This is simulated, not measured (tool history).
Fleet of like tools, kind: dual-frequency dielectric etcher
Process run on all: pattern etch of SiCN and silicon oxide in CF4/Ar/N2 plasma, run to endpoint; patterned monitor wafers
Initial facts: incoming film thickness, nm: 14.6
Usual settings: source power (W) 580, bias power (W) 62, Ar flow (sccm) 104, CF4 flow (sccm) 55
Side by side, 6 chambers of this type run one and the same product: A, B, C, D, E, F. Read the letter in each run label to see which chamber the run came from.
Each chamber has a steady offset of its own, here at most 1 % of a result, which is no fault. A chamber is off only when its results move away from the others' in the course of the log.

run	hour	source power (W)	bias power (W)	Ar flow (sccm)	CF4 flow (sccm)	endpoint time (s)
1B	3.6	580	62	104	55	14.964
2E	6.3	580	62	104	55	14.816
3D	9.3	580	62	104	55	15.018
4A	14.3	580	62	104	55	14.865
5C	18.5	580	62	104	55	15.024
6F	21.9	580	62	104	55	14.97
7C	26.8	580	62	104	55	15.123
8D	29.4	580	62	104	55	14.963
# hour 30.8: chamber F: wet clean of the chamber
9B	31.8	580	62	104	55	14.885
10E	35.1	580	62	104	55	14.857
11A	39.2	580	62	104	55	14.934
12F	42.5	580	62	104	55	15.018
13E	46.7	580	62	104	55	14.827
14A	49.8	580	62	104	55	15.011
# hour 52.2: chamber E: wet clean of the chamber
15D	54.5	530	62	93	55	15.812
16C	56.8	530	62	93	55	15.946
17B	61	530	62	93	55	15.873
18F	65.2	530	62	93	55	16.02
19D	67.5	530	62	93	55	15.882
20C	72.5	530	62	93	55	15.927
21A	75.3	580	62	104	55	15.021
22F	77.7	580	62	104	55	14.955
23E	82.6	580	62	104	55	14.936
24B	84.8	580	62	104	55	14.973
25C	87.2	580	62	104	55	14.972
26E	89.8	580	62	104	55	14.885
27D	92.9	580	62	104	55	15.045
28A	96.6	710	62	104	55	12.628
29B	101.7	710	62	104	55	12.461
30F	106.5	710	62	104	55	12.565
31E	109.4	710	62	104	55	12.363
32B	113.3	710	62	104	55	12.444
33D	118.2	710	62	104	55	12.43
34F	121.8	520	62	104	62	16.192
35C	124.4	520	62	104	62	16.2
36A	126.9	520	62	104	62	16.516
# hour 127.3: chamber D: source power generator calibrated
# hour 131: chamber D: wet clean of the chamber
37D	131.3	520	62	104	62	16.084
38C	133.7	520	62	104	62	16.124
39A	138	520	62	104	62	16.484
40F	142.5	580	62	104	55	15.041
41B	146	680	62	104	55	12.982
# hour 148.1: chamber E: Ar flow controller replaced
42E	150.3	680	62	104	55	12.952
43E	153.4	680	62	104	55	12.918

All 6 chambers run these settings next. Forecast each chamber's results:
44A	157.1	580	62	104	55	?
44B	157.1	580	62	104	55	?
44C	157.1	580	62	104	55	?
44D	157.1	580	62	104	55	?
44E	157.1	580	62	104	55	?
44F	157.1	580	62	104	55	?

run	endpoint time (s)
44A	15.451
44B	14.848
44C	14.936
44D	14.954
44E	14.737
44F	15.074
